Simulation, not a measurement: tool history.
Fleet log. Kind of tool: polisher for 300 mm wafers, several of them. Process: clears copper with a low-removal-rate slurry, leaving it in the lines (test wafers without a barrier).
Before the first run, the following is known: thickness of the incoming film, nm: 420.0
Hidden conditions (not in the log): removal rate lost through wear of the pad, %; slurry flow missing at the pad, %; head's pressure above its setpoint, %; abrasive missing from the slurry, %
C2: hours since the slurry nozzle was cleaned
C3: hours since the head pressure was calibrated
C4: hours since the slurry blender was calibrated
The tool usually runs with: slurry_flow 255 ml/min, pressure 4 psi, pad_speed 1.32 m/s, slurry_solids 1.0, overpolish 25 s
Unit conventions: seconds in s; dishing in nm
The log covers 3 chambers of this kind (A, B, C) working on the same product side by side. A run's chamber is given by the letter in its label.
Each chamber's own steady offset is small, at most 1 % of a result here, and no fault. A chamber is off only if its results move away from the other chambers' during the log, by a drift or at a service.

Run 1A, day 0.483: usual settings; wafers polished on this pad 462; C2 300.2; C3 220.7; C4 269.4. Result: seconds 69.959 s, dishing 81.860 nm.
Run 2B, day 0.942: usual settings; wafers polished on this pad 413; C2 398.2; C3 516.3; C4 84.9. Result: seconds 68.137 s, dishing 81.661 nm.
Run 3C, day 1.450: usual settings; wafers polished on this pad 1088; C2 233.4; C3 952.1; C4 152.6. Result: seconds 69.261 s, dishing 83.334 nm.
Run 4B, day 1.788: usual settings; wafers polished on this pad 561; C2 418.5; C3 536.6; C4 105.2. Result: seconds 69.298 s, dishing 82.582 nm.
At day 2.388: chamber C: worn pad replaced by a new one.
Run 5C, day 2.417: usual settings; wafers polished on this pad 5; C2 256.6; C3 975.3; C4 175.8. Result: seconds 69.043 s, dishing 81.469 nm.
Run 6A, day 2.896: usual settings; wafers polished on this pad 882; C2 358.1; C3 278.6; C4 327.3. Result: seconds 70.386 s, dishing 80.888 nm.
Run 7C, day 3.512: usual settings; wafers polished on this pad 196; C2 282.9; C3 1001.6; C4 202.1. Result: seconds 68.620 s, dishing 81.032 nm.
At day 3.596: chamber B: slurry blender recalibrated.
Run 8B, day 4.054: usual settings; wafers polished on this pad 955; C2 472.9; C3 591.0; C4 11.0. Result: seconds 70.424 s, dishing 80.581 nm.
Run 9A, day 4.496: usual settings; wafers polished on this pad 1161; C2 396.5; C3 317.0; C4 365.7. Result: seconds 69.222 s, dishing 83.612 nm.
At day 4.804: chamber C: slurry nozzle cleaned.
Run 10C, day 5.042: usual settings; wafers polished on this pad 462; C2 5.7; C3 1038.3; C4 238.8. Result: seconds 68.781 s, dishing 81.818 nm.
At day 5.592: chamber C: slurry blender recalibrated.
At day 5.629: chamber A: worn pad replaced by a new one.
At day 5.642: chamber C: head pressure recalibrated.
Run 11B, day 5.642: usual settings; wafers polished on this pad 1232; C2 511.0; C3 629.1; C4 49.1. Result: seconds 71.942 s, dishing 79.490 nm.
At day 5.838: chamber A: slurry blender recalibrated.
Run 12A, day 6.058: usual settings; wafers polished on this pad 75; C2 434.0; C3 354.5; C4 5.4. Result: seconds 69.621 s, dishing 81.421 nm.
Run 13C, day 6.350: usual settings; wafers polished on this pad 690; C2 37.1; C3 17.1; C4 18.2. Result: seconds 70.594 s, dishing 83.403 nm.
Run 14A, day 6.688: usual settings; wafers polished on this pad 184; C2 449.1; C3 369.6; C4 20.5. Result: seconds 70.855 s, dishing 84.672 nm.
Run 15B, day 7.275: usual settings; wafers polished on this pad 1516; C2 550.2; C3 668.3; C4 88.3. Result: seconds 71.490 s, dishing 78.248 nm.
Run 16A, day 7.708: usual settings; wafers polished on this pad 362; C2 473.6; C3 394.1; C4 45.0. Result: seconds 68.994 s, dishing 84.043 nm.
Run 17B, day 8.279: usual settings; wafers polished on this pad 1691; C2 574.3; C3 692.4; C4 112.4. Result: seconds 74.292 s, dishing 79.241 nm.
Run 18C, day 8.796: usual settings; wafers polished on this pad 1116; C2 95.8; C3 75.8; C4 76.9. Result: seconds 70.111 s, dishing 83.776 nm.
Run 19A, day 9.129: usual settings; wafers polished on this pad 610; C2 507.7; C3 428.2; C4 79.1. Result: seconds 70.010 s, dishing 83.445 nm.
Run 20B, day 9.629: usual settings; wafers polished on this pad 1926; C2 606.7; C3 724.8; C4 144.8. Result: seconds 74.259 s, dishing 78.551 nm.
At day 9.738: chamber C: worn pad replaced by a new one.
Run 21C, day 10.158: usual settings but slurry_flow 205 ml/min; wafers polished on this pad 73; C2 128.5; C3 108.5; C4 109.6. Result: seconds 70.976 s, dishing 83.238 nm.
Run 22B, day 10.779: usual settings but slurry_flow 205 ml/min; wafers polished on this pad 2127; C2 634.3; C3 752.4; C4 172.4. Result: seconds 77.107 s, dishing 74.425 nm.
At day 11.296: chamber A: slurry nozzle cleaned.
Run 23A, day 11.362: usual settings but slurry_flow 205 ml/min; wafers polished on this pad 999; C2 1.6; C3 481.8; C4 132.7. Result: seconds 71.007 s, dishing 81.004 nm.
Run 24C, day 11.929: usual settings but pad_speed 1.62 m/s, slurry_solids 0.8; wafers polished on this pad 382; C2 171.0; C3 151.0; C4 152.1. Result: seconds 59.727 s, dishing 90.928 nm.
Run 25C, day 12.454: usual settings but pad_speed 1.62 m/s, slurry_solids 0.8; wafers polished on this pad 473; C2 183.6; C3 163.6; C4 164.7. Result: seconds 59.061 s, dishing 91.488 nm.

The same settings go to every chamber for the next run, one line per chamber below. Forecast the results for each:
Run 26A, day 12.921: usual settings. Result: seconds ?, dishing ?.
Run 26B, day 12.921: usual settings. Result: seconds ?, dishing ?.
Run 26C, day 12.921: usual settings. Result: seconds ?, dishing ?.

run  seconds  dishing
26A   71.142   82.556
26B   75.707   75.904
26C   70.081   81.107
